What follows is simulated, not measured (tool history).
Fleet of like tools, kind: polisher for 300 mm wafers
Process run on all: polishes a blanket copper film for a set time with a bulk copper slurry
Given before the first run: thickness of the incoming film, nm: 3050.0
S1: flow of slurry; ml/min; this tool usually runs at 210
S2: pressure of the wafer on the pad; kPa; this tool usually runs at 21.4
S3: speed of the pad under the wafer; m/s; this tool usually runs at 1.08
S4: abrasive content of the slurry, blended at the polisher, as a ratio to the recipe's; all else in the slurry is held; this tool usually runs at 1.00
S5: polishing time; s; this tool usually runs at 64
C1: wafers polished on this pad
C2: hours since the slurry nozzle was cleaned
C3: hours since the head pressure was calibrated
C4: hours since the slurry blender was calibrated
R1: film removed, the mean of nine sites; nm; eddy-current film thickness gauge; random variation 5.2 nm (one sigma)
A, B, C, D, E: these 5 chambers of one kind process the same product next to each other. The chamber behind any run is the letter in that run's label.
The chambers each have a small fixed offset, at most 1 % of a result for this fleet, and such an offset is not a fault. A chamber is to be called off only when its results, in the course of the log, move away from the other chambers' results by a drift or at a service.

run	hour	S1	S2	S3	S4	S5	C1	C2	C3	C4	R1
1C	8.1	210	21.4	1.08	1.00	64	580	147.9	399.9	370.8	625.98
2E	13.7	210	21.4	1.08	1.00	64	236	191.3	262.2	112.9	627.86
3D	18.7	210	21.4	1.08	1.00	64	341	392.6	836.4	304.3	612.05
4A	25.4	210	21.4	1.08	1.00	64	283	267.1	234.8	88.9	615.44
5B	31.5	210	21.4	1.08	1.00	64	1047	276.1	167.8	103.4	617.06
6D	36.7	210	21.4	1.08	1.00	64	487	410.6	854.4	322.3	618.65
7C	43.0	210	21.4	1.08	1.00	64	865	182.8	434.8	405.7	620.60
# hour 48.5: chamber C: slurry nozzle cleaned
8A	48.5	210	21.4	1.08	1.00	64	471	290.2	257.9	112.0	626.48
9B	52.2	210	21.4	1.08	1.00	64	1216	296.8	188.5	124.1	625.15
# hour 53.0: chamber D: worn pad replaced by a new one
10E	59.3	210	21.4	1.08	1.00	64	608	236.9	307.8	158.5	621.84
# hour 64.2: chamber B: worn pad replaced by a new one
11C	64.7	210	21.4	1.08	1.00	64	1042	16.3	456.5	427.4	626.27
# hour 65.9: chamber E: slurry blender recalibrated
# hour 67.5: chamber E: worn pad replaced by a new one
12A	68.7	210	21.4	1.08	1.00	64	636	310.4	278.1	132.2	625.30
13B	76.1	210	21.4	1.08	1.00	64	97	320.7	212.4	148.0	622.22
14D	84.1	280	26.2	1.08	1.00	64	253	458.0	901.8	369.7	797.18
15E	88.8	280	26.2	1.08	1.00	64	174	266.4	337.3	23.0	777.38
# hour 90.7: chamber C: slurry blender recalibrated
16E	93.6	280	26.2	1.08	1.00	64	213	271.2	342.1	27.8	783.29
17A	98.3	280	26.2	1.08	1.00	64	877	340.0	307.7	161.8	788.80
18B	103.4	280	26.2	1.08	1.00	64	319	348.0	239.7	175.3	788.03
# hour 105.1: chamber C: worn pad replaced by a new one
19C	110.7	210	21.4	1.08	1.00	64	46	62.3	502.5	20.1	617.77
20D	117.1	210	21.4	1.08	1.00	64	522	491.0	934.8	402.7	625.46
# hour 119.0: chamber A: head pressure recalibrated
21B	122.6	210	21.4	1.08	1.00	64	476	367.2	258.9	194.5	614.96
22E	129.2	210	21.4	1.08	1.00	64	503	306.8	377.7	63.4	627.63
23A	133.7	210	21.4	1.08	1.00	64	1165	375.4	14.7	197.2	626.09
24D	141.1	210	21.4	1.08	1.15	72	718	515.0	958.8	426.7	729.93
# hour 147.8: chamber D: worn pad replaced by a new one
25C	148.5	210	21.4	1.08	1.15	72	354	100.1	540.3	57.9	716.59
# hour 152.9: chamber A: worn pad replaced by a new one
26B	155.4	210	21.4	1.08	1.15	72	743	400.0	291.7	227.3	716.47
# hour 159.8: chamber E: worn pad replaced by a new one
27E	163.5	210	21.4	1.08	1.15	72	30	341.1	412.0	97.7	710.57
28D	171.4	210	21.4	1.08	1.15	72	192	545.3	989.1	457.0	723.41
29A	178.1	210	21.4	1.08	1.00	64	205	419.8	59.1	241.6	633.46
30C	182.0	210	21.4	1.08	1.00	64	627	133.6	573.8	91.4	623.70
# hour 183.6: chamber D: slurry blender recalibrated
31D	186.7	210	21.4	1.08	1.00	64	317	560.6	1004.4	3.2	630.64
32C	194.7	210	21.4	1.08	1.00	64	730	146.3	586.5	104.1	614.99
33A	202.8	210	21.4	1.08	1.00	64	406	444.5	83.8	266.3	626.11
34E	206.8	210	21.4	1.08	1.00	64	382	384.4	455.3	141.0	624.65

All 5 chambers run these settings next. Forecast each chamber's results:
35A	212.6	210	28.3	1.08	1.00	64					?
35B	212.6	210	28.3	1.08	1.00	64					?
35C	212.6	210	28.3	1.08	1.00	64					?
35D	212.6	210	28.3	1.08	1.00	64					?
35E	212.6	210	28.3	1.08	1.00	64					?

run	R1
35A	815.92
35B	819.56
35C	832.71
35D	827.88
35E	819.12
